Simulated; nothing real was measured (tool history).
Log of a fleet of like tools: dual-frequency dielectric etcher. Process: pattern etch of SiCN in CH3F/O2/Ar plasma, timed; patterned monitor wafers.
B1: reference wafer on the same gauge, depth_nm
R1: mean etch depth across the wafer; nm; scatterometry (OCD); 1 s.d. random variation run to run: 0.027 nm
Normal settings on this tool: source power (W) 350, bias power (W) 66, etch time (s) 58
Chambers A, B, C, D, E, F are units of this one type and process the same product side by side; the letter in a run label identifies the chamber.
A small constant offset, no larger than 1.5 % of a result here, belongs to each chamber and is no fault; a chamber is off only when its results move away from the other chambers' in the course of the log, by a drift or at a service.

{"run": "1F", "day": 0.133, "source power (W)": 350, "bias power (W)": 66, "etch time (s)": 58, "B1": 16.197, "R1": 20.053}
{"run": "2E", "day": 0.242, "source power (W)": 350, "bias power (W)": 66, "etch time (s)": 58, "B1": 16.19, "R1": 20.287}
{"run": "3C", "day": 0.417, "source power (W)": 350, "bias power (W)": 66, "etch time (s)": 58, "B1": 16.194, "R1": 20.131}
{"run": "4A", "day": 0.533, "source power (W)": 350, "bias power (W)": 66, "etch time (s)": 58, "B1": 16.192, "R1": 19.96}
{"run": "5D", "day": 0.654, "source power (W)": 350, "bias power (W)": 66, "etch time (s)": 58, "B1": 16.195, "R1": 19.968}
{"run": "6B", "day": 0.812, "source power (W)": 260, "bias power (W)": 66, "etch time (s)": 58, "B1": 16.192, "R1": 17.882}
{"run": "7A", "day": 0.917, "source power (W)": 260, "bias power (W)": 66, "etch time (s)": 58, "B1": 16.18, "R1": 17.861}
{"run": "8F", "day": 1.092, "source power (W)": 260, "bias power (W)": 66, "etch time (s)": 58, "B1": 16.188, "R1": 17.89}
{"run": "9D", "day": 1.238, "source power (W)": 260, "bias power (W)": 66, "etch time (s)": 58, "B1": 16.18, "R1": 17.819}
{"run": "10E", "day": 1.425, "source power (W)": 260, "bias power (W)": 66, "etch time (s)": 58, "B1": 16.182, "R1": 18.067}
{"run": "11C", "day": 1.608, "source power (W)": 260, "bias power (W)": 66, "etch time (s)": 58, "B1": 16.172, "R1": 17.99}
{"run": "12B", "day": 1.788, "source power (W)": 350, "bias power (W)": 66, "etch time (s)": 58, "B1": 16.175, "R1": 19.941}
{"run": "13E", "day": 1.879, "source power (W)": 350, "bias power (W)": 66, "etch time (s)": 58, "B1": 16.166, "R1": 20.212}
{"day": 1.95, "done": "chamber D: wet clean of the chamber"}
{"run": "14D", "day": 2.012, "source power (W)": 350, "bias power (W)": 66, "etch time (s)": 58, "B1": 16.165, "R1": 19.951}
{"run": "15B", "day": 2.146, "source power (W)": 350, "bias power (W)": 66, "etch time (s)": 58, "B1": 16.163, "R1": 19.959}
{"run": "16A", "day": 2.346, "source power (W)": 350, "bias power (W)": 66, "etch time (s)": 58, "B1": 16.162, "R1": 19.903}
{"run": "17C", "day": 2.525, "source power (W)": 350, "bias power (W)": 66, "etch time (s)": 58, "B1": 16.161, "R1": 20.098}
{"run": "18F", "day": 2.646, "source power (W)": 350, "bias power (W)": 66, "etch time (s)": 58, "B1": 16.161, "R1": 19.951}
{"run": "19E", "day": 2.842, "source power (W)": 350, "bias power (W)": 66, "etch time (s)": 58, "B1": 16.152, "R1": 20.233}
{"run": "20A", "day": 2.958, "source power (W)": 350, "bias power (W)": 66, "etch time (s)": 58, "B1": 16.15, "R1": 19.908}
{"run": "21C", "day": 3.092, "source power (W)": 350, "bias power (W)": 55, "etch time (s)": 58, "B1": 16.154, "R1": 18.824}
{"run": "22F", "day": 3.262, "source power (W)": 350, "bias power (W)": 55, "etch time (s)": 58, "B1": 16.153, "R1": 18.761}
{"day": 3.346, "done": "chamber B: bias power generator calibrated"}
{"run": "23D", "day": 3.4, "source power (W)": 350, "bias power (W)": 55, "etch time (s)": 58, "B1": 16.143, "R1": 18.668}
{"run": "24B", "day": 3.488, "source power (W)": 350, "bias power (W)": 55, "etch time (s)": 58, "B1": 16.141, "R1": 18.737}
{"run": "25C", "day": 3.654, "source power (W)": 350, "bias power (W)": 55, "etch time (s)": 58, "B1": 16.145, "R1": 18.822}
{"run": "26E", "day": 3.833, "source power (W)": 350, "bias power (W)": 55, "etch time (s)": 58, "B1": 16.136, "R1": 18.972}
{"run": "27B", "day": 3.938, "source power (W)": 440, "bias power (W)": 66, "etch time (s)": 70, "B1": 16.136, "R1": 26.152}
{"run": "28F", "day": 4.075, "source power (W)": 440, "bias power (W)": 66, "etch time (s)": 70, "B1": 16.145, "R1": 26.275}
{"run": "29D", "day": 4.2, "source power (W)": 440, "bias power (W)": 66, "etch time (s)": 70, "B1": 16.129, "R1": 26.221}
{"run": "30A", "day": 4.354, "source power (W)": 440, "bias power (W)": 66, "etch time (s)": 70, "B1": 16.127, "R1": 26.076}
{"run": "31F", "day": 4.525, "source power (W)": 440, "bias power (W)": 66, "etch time (s)": 70, "B1": 16.128, "R1": 26.305}
{"run": "32B", "day": 4.7, "source power (W)": 440, "bias power (W)": 66, "etch time (s)": 70, "B1": 16.128, "R1": 26.121}
{"run": "33A", "day": 4.879, "source power (W)": 350, "bias power (W)": 52, "etch time (s)": 58, "B1": 16.122, "R1": 18.289}
{"run": "34E", "day": 4.996, "source power (W)": 350, "bias power (W)": 52, "etch time (s)": 58, "B1": 16.12, "R1": 18.591}
{"run": "35D", "day": 5.142, "source power (W)": 350, "bias power (W)": 52, "etch time (s)": 58, "B1": 16.117, "R1": 18.299}
{"run": "36C", "day": 5.258, "source power (W)": 350, "bias power (W)": 52, "etch time (s)": 58, "B1": 16.119, "R1": 18.436}
{"run": "37D", "day": 5.412, "source power (W)": 350, "bias power (W)": 52, "etch time (s)": 58, "B1": 16.116, "R1": 18.364}
{"run": "38F", "day": 5.604, "source power (W)": 350, "bias power (W)": 52, "etch time (s)": 58, "B1": 16.116, "R1": 18.358}

Decide between three cases: one chamber stands off from its peers, the gauge reading all wafers drifts, or nothing is wrong past each chamber's small offset. Where a chamber is off, say which and what most likely put it there.

Gauge drift. The chambers move together only on paper, and none stands off.
Cause: gauge reads low (%) = 0.562.
